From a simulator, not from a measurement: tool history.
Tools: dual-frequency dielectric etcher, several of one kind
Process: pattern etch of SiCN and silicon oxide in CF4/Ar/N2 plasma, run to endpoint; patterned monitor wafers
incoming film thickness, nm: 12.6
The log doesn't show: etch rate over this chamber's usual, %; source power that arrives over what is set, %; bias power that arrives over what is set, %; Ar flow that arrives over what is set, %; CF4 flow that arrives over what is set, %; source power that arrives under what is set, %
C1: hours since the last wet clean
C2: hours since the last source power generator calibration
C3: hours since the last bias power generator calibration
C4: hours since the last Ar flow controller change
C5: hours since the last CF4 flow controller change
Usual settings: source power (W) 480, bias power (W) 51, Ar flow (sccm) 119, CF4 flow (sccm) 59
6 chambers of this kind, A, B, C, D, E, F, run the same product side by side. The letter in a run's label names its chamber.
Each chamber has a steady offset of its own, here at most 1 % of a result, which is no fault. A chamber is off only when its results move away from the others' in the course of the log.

{"run": "1D", "day": 0.167, "source power (W)": 480, "bias power (W)": 51, "Ar flow (sccm)": 119, "CF4 flow (sccm)": 59, "C1": 93.4, "C2": 3699, "C3": 2363.4, "C4": 624.8, "C5": 20.9, "endpoint time (s)": 16.508}
{"run": "2F", "day": 0.438, "source power (W)": 480, "bias power (W)": 51, "Ar flow (sccm)": 119, "CF4 flow (sccm)": 59, "C1": 146, "C2": 2288.5, "C3": 1497.9, "C4": 1267.8, "C5": 769.7, "endpoint time (s)": 16.557}
{"run": "3A", "day": 0.717, "source power (W)": 480, "bias power (W)": 51, "Ar flow (sccm)": 119, "CF4 flow (sccm)": 59, "C1": 368.8, "C2": 602, "C3": 315.3, "C4": 1037.9, "C5": 3272.2, "endpoint time (s)": 16.361}
{"run": "4E", "day": 0.9, "source power (W)": 480, "bias power (W)": 51, "Ar flow (sccm)": 119, "CF4 flow (sccm)": 59, "C1": 205.7, "C2": 1863.1, "C3": 3866.7, "C4": 4436.6, "C5": 1153.4, "endpoint time (s)": 16.545}
{"run": "5C", "day": 1.104, "source power (W)": 480, "bias power (W)": 51, "Ar flow (sccm)": 119, "CF4 flow (sccm)": 59, "C1": 522.9, "C2": 1786.3, "C3": 182, "C4": 2685.6, "C5": 1169.3, "endpoint time (s)": 16.684}
{"run": "6B", "day": 1.304, "source power (W)": 480, "bias power (W)": 51, "Ar flow (sccm)": 119, "CF4 flow (sccm)": 59, "C1": 244.4, "C2": 1207, "C3": 4442.1, "C4": 3987.3, "C5": 98.1, "endpoint time (s)": 16.468}
{"run": "7D", "day": 1.488, "source power (W)": 480, "bias power (W)": 51, "Ar flow (sccm)": 119, "CF4 flow (sccm)": 59, "C1": 125.1, "C2": 3730.7, "C3": 2395.1, "C4": 656.5, "C5": 52.6, "endpoint time (s)": 16.756}
{"run": "8C", "day": 1.767, "source power (W)": 480, "bias power (W)": 45, "Ar flow (sccm)": 119, "CF4 flow (sccm)": 59, "C1": 538.8, "C2": 1802.2, "C3": 197.9, "C4": 2701.5, "C5": 1185.2, "endpoint time (s)": 17.099}
{"run": "9B", "day": 1.946, "source power (W)": 480, "bias power (W)": 45, "Ar flow (sccm)": 119, "CF4 flow (sccm)": 59, "C1": 259.8, "C2": 1222.4, "C3": 4457.5, "C4": 4002.7, "C5": 113.5, "endpoint time (s)": 17.206}
{"run": "10A", "day": 2.225, "source power (W)": 480, "bias power (W)": 45, "Ar flow (sccm)": 119, "CF4 flow (sccm)": 59, "C1": 405, "C2": 638.2, "C3": 351.5, "C4": 1074.1, "C5": 3308.4, "endpoint time (s)": 17.184}
{"run": "11E", "day": 2.425, "source power (W)": 480, "bias power (W)": 45, "Ar flow (sccm)": 119, "CF4 flow (sccm)": 59, "C1": 242.3, "C2": 1899.7, "C3": 3903.3, "C4": 4473.2, "C5": 1190, "endpoint time (s)": 17.179}
{"run": "12F", "day": 2.692, "source power (W)": 480, "bias power (W)": 45, "Ar flow (sccm)": 119, "CF4 flow (sccm)": 59, "C1": 200.1, "C2": 2342.6, "C3": 1552, "C4": 1321.9, "C5": 823.8, "endpoint time (s)": 16.944}
{"run": "13F", "day": 3.004, "source power (W)": 480, "bias power (W)": 45, "Ar flow (sccm)": 119, "CF4 flow (sccm)": 59, "C1": 207.6, "C2": 2350.1, "C3": 1559.5, "C4": 1329.4, "C5": 831.3, "endpoint time (s)": 17.095}
{"run": "14A", "day": 3.254, "source power (W)": 480, "bias power (W)": 51, "Ar flow (sccm)": 141, "CF4 flow (sccm)": 59, "C1": 429.7, "C2": 662.9, "C3": 376.2, "C4": 1098.8, "C5": 3333.1, "endpoint time (s)": 16.941}
{"run": "15C", "day": 3.433, "source power (W)": 480, "bias power (W)": 51, "Ar flow (sccm)": 141, "CF4 flow (sccm)": 59, "C1": 578.8, "C2": 1842.2, "C3": 237.9, "C4": 2741.5, "C5": 1225.2, "endpoint time (s)": 16.937}
{"run": "16D", "day": 3.621, "source power (W)": 480, "bias power (W)": 51, "Ar flow (sccm)": 141, "CF4 flow (sccm)": 59, "C1": 176.3, "C2": 3781.9, "C3": 2446.3, "C4": 707.7, "C5": 103.8, "endpoint time (s)": 16.997}
{"run": "17E", "day": 3.921, "source power (W)": 480, "bias power (W)": 51, "Ar flow (sccm)": 141, "CF4 flow (sccm)": 59, "C1": 278.2, "C2": 1935.6, "C3": 3939.2, "C4": 4509.1, "C5": 1225.9, "endpoint time (s)": 17.049}
{"run": "18B", "day": 4.083, "source power (W)": 480, "bias power (W)": 51, "Ar flow (sccm)": 141, "CF4 flow (sccm)": 59, "C1": 311.1, "C2": 1273.7, "C3": 4508.8, "C4": 4054, "C5": 164.8, "endpoint time (s)": 16.953}
{"run": "19A", "day": 4.279, "source power (W)": 480, "bias power (W)": 51, "Ar flow (sccm)": 141, "CF4 flow (sccm)": 59, "C1": 454.3, "C2": 687.5, "C3": 400.8, "C4": 1123.4, "C5": 3357.7, "endpoint time (s)": 17.008}
{"run": "20B", "day": 4.571, "source power (W)": 480, "bias power (W)": 51, "Ar flow (sccm)": 119, "CF4 flow (sccm)": 59, "C1": 322.8, "C2": 1285.4, "C3": 4520.5, "C4": 4065.7, "C5": 176.5, "endpoint time (s)": 16.304}
{"run": "21C", "day": 4.871, "source power (W)": 570, "bias power (W)": 51, "Ar flow (sccm)": 119, "CF4 flow (sccm)": 59, "C1": 613.3, "C2": 1876.7, "C3": 272.4, "C4": 2776, "C5": 1259.7, "endpoint time (s)": 14.161}
{"run": "22F", "day": 5.025, "source power (W)": 570, "bias power (W)": 51, "Ar flow (sccm)": 119, "CF4 flow (sccm)": 59, "C1": 256.1, "C2": 2398.6, "C3": 1608, "C4": 1377.9, "C5": 879.8, "endpoint time (s)": 14.187}
{"run": "23D", "day": 5.296, "source power (W)": 570, "bias power (W)": 51, "Ar flow (sccm)": 119, "CF4 flow (sccm)": 59, "C1": 216.5, "C2": 3822.1, "C3": 2486.5, "C4": 747.9, "C5": 144, "endpoint time (s)": 14.13}
{"run": "24E", "day": 5.454, "source power (W)": 570, "bias power (W)": 51, "Ar flow (sccm)": 119, "CF4 flow (sccm)": 59, "C1": 315, "C2": 1972.4, "C3": 3976, "C4": 4545.9, "C5": 1262.7, "endpoint time (s)": 14.145}
{"run": "25B", "day": 5.692, "source power (W)": 570, "bias power (W)": 51, "Ar flow (sccm)": 119, "CF4 flow (sccm)": 59, "C1": 349.7, "C2": 1312.3, "C3": 4547.4, "C4": 4092.6, "C5": 203.4, "endpoint time (s)": 14.338}
{"run": "26A", "day": 5.912, "source power (W)": 570, "bias power (W)": 51, "Ar flow (sccm)": 119, "CF4 flow (sccm)": 59, "C1": 493.5, "C2": 726.7, "C3": 440, "C4": 1162.6, "C5": 3396.9, "endpoint time (s)": 14.195}
{"run": "27C", "day": 6.146, "source power (W)": 480, "bias power (W)": 51, "Ar flow (sccm)": 119, "CF4 flow (sccm)": 59, "C1": 643.9, "C2": 1907.3, "C3": 303, "C4": 2806.6, "C5": 1290.3, "endpoint time (s)": 16.335}
{"day": 6.454, "done": "chamber C: wet clean of the chamber"}
{"run": "28D", "day": 6.458, "source power (W)": 480, "bias power (W)": 51, "Ar flow (sccm)": 119, "CF4 flow (sccm)": 59, "C1": 244.4, "C2": 3850, "C3": 2514.4, "C4": 775.8, "C5": 171.9, "endpoint time (s)": 16.469}
{"run": "29F", "day": 6.708, "source power (W)": 480, "bias power (W)": 51, "Ar flow (sccm)": 119, "CF4 flow (sccm)": 59, "C1": 296.5, "C2": 2439, "C3": 1648.4, "C4": 1418.3, "C5": 920.2, "endpoint time (s)": 16.084}
{"run": "30E", "day": 6.946, "source power (W)": 480, "bias power (W)": 51, "Ar flow (sccm)": 119, "CF4 flow (sccm)": 59, "C1": 350.8, "C2": 2008.2, "C3": 4011.8, "C4": 4581.7, "C5": 1298.5, "endpoint time (s)": 16.447}
{"run": "31A", "day": 7.258, "source power (W)": 480, "bias power (W)": 51, "Ar flow (sccm)": 119, "CF4 flow (sccm)": 59, "C1": 525.8, "C2": 759, "C3": 472.3, "C4": 1194.9, "C5": 3429.2, "endpoint time (s)": 16.536}
{"run": "32B", "day": 7.567, "source power (W)": 560, "bias power (W)": 62, "Ar flow (sccm)": 119, "CF4 flow (sccm)": 59, "C1": 394.7, "C2": 1357.3, "C3": 4592.4, "C4": 4137.6, "C5": 248.4, "endpoint time (s)": 13.588}
{"run": "33F", "day": 7.758, "source power (W)": 560, "bias power (W)": 62, "Ar flow (sccm)": 119, "CF4 flow (sccm)": 59, "C1": 321.7, "C2": 2464.2, "C3": 1673.6, "C4": 1443.5, "C5": 945.4, "endpoint time (s)": 13.496}
{"run": "34C", "day": 7.954, "source power (W)": 560, "bias power (W)": 62, "Ar flow (sccm)": 119, "CF4 flow (sccm)": 59, "C1": 36, "C2": 1950.7, "C3": 346.4, "C4": 2850, "C5": 1333.7, "endpoint time (s)": 13.025}
{"day": 8.179, "done": "chamber E: wet clean of the chamber"}
{"run": "35E", "day": 8.2, "source power (W)": 560, "bias power (W)": 62, "Ar flow (sccm)": 119, "CF4 flow (sccm)": 59, "C1": 0.6, "C2": 2038.3, "C3": 4041.9, "C4": 4611.8, "C5": 1328.6, "endpoint time (s)": 13.509}
{"run": "36D", "day": 8.483, "source power (W)": 560, "bias power (W)": 62, "Ar flow (sccm)": 119, "CF4 flow (sccm)": 59, "C1": 293, "C2": 3898.6, "C3": 2563, "C4": 824.4, "C5": 220.5, "endpoint time (s)": 13.51}
{"run": "37C", "day": 8.792, "source power (W)": 560, "bias power (W)": 62, "Ar flow (sccm)": 119, "CF4 flow (sccm)": 59, "C1": 56.1, "C2": 1970.8, "C3": 366.5, "C4": 2870.1, "C5": 1353.8, "endpoint time (s)": 13.119}
{"run": "38A", "day": 9.05, "source power (W)": 480, "bias power (W)": 51, "Ar flow (sccm)": 119, "CF4 flow (sccm)": 59, "C1": 568.8, "C2": 802, "C3": 515.3, "C4": 1237.9, "C5": 3472.2, "endpoint time (s)": 16.516}
{"day": 9.092, "done": "chamber F: wet clean of the chamber"}
{"run": "39D", "day": 9.204, "source power (W)": 480, "bias power (W)": 51, "Ar flow (sccm)": 119, "CF4 flow (sccm)": 59, "C1": 310.3, "C2": 3915.9, "C3": 2580.3, "C4": 841.7, "C5": 237.8, "endpoint time (s)": 16.423}
{"run": "40F", "day": 9.383, "source power (W)": 480, "bias power (W)": 51, "Ar flow (sccm)": 119, "CF4 flow (sccm)": 59, "C1": 7, "C2": 2503.2, "C3": 1712.6, "C4": 1482.5, "C5": 984.4, "endpoint time (s)": 16.28}
{"run": "41B", "day": 9.604, "source power (W)": 480, "bias power (W)": 51, "Ar flow (sccm)": 119, "CF4 flow (sccm)": 59, "C1": 443.6, "C2": 1406.2, "C3": 4641.3, "C4": 4186.5, "C5": 297.3, "endpoint time (s)": 16.382}
{"run": "42E", "day": 9.871, "source power (W)": 480, "bias power (W)": 51, "Ar flow (sccm)": 119, "CF4 flow (sccm)": 59, "C1": 40.7, "C2": 2078.4, "C3": 4082, "C4": 4651.9, "C5": 1368.7, "endpoint time (s)": 16.523}
{"run": "43E", "day": 10.075, "source power (W)": 480, "bias power (W)": 51, "Ar flow (sccm)": 119, "CF4 flow (sccm)": 59, "C1": 45.6, "C2": 2083.3, "C3": 4086.9, "C4": 4656.8, "C5": 1373.6, "endpoint time (s)": 16.553}

Is one chamber off against the others, does the gauge drift, or is nothing wrong? If a chamber is off, say which, and what the likeliest cause is.

Chamber C drifts away from the others.
Cause: source power that arrives over what is set, % = 4.3.

Here are 4 candidates for chamber C's next run, each the usual settings with a change, their results left as question marks. Which one brings its results back in line with what the others give on the usual settings?
In line means no further than this from the other chambers' mean on the usual settings: endpoint time (s) 0.4
{"run": "44C-1", "day": 10.308, "source power (W)": 480, "bias power (W)": 51, "Ar flow (sccm)": 141, "CF4 flow (sccm)": 59, "endpoint time (s)": "?"}
{"run": "44C-2", "day": 10.308, "source power (W)": 500, "bias power (W)": 51, "Ar flow (sccm)": 118, "CF4 flow (sccm)": 59, "endpoint time (s)": "?"}
{"run": "44C-3", "day": 10.308, "source power (W)": 520, "bias power (W)": 51, "Ar flow (sccm)": 119, "CF4 flow (sccm)": 59, "endpoint time (s)": "?"}
{"run": "44C-4", "day": 10.308, "source power (W)": 480, "bias power (W)": 51, "Ar flow (sccm)": 145, "CF4 flow (sccm)": 47, "endpoint time (s)": "?"}

The other chambers' mean on the usual settings: endpoint time (s) 16.468
run=44C-1 endpoint_time_(s)=16.339
run=44C-2 endpoint_time_(s)=15.237
run=44C-3 endpoint_time_(s)=14.74
run=44C-4 endpoint_time_(s)=17.15
44C-1 brings the chamber back in line.
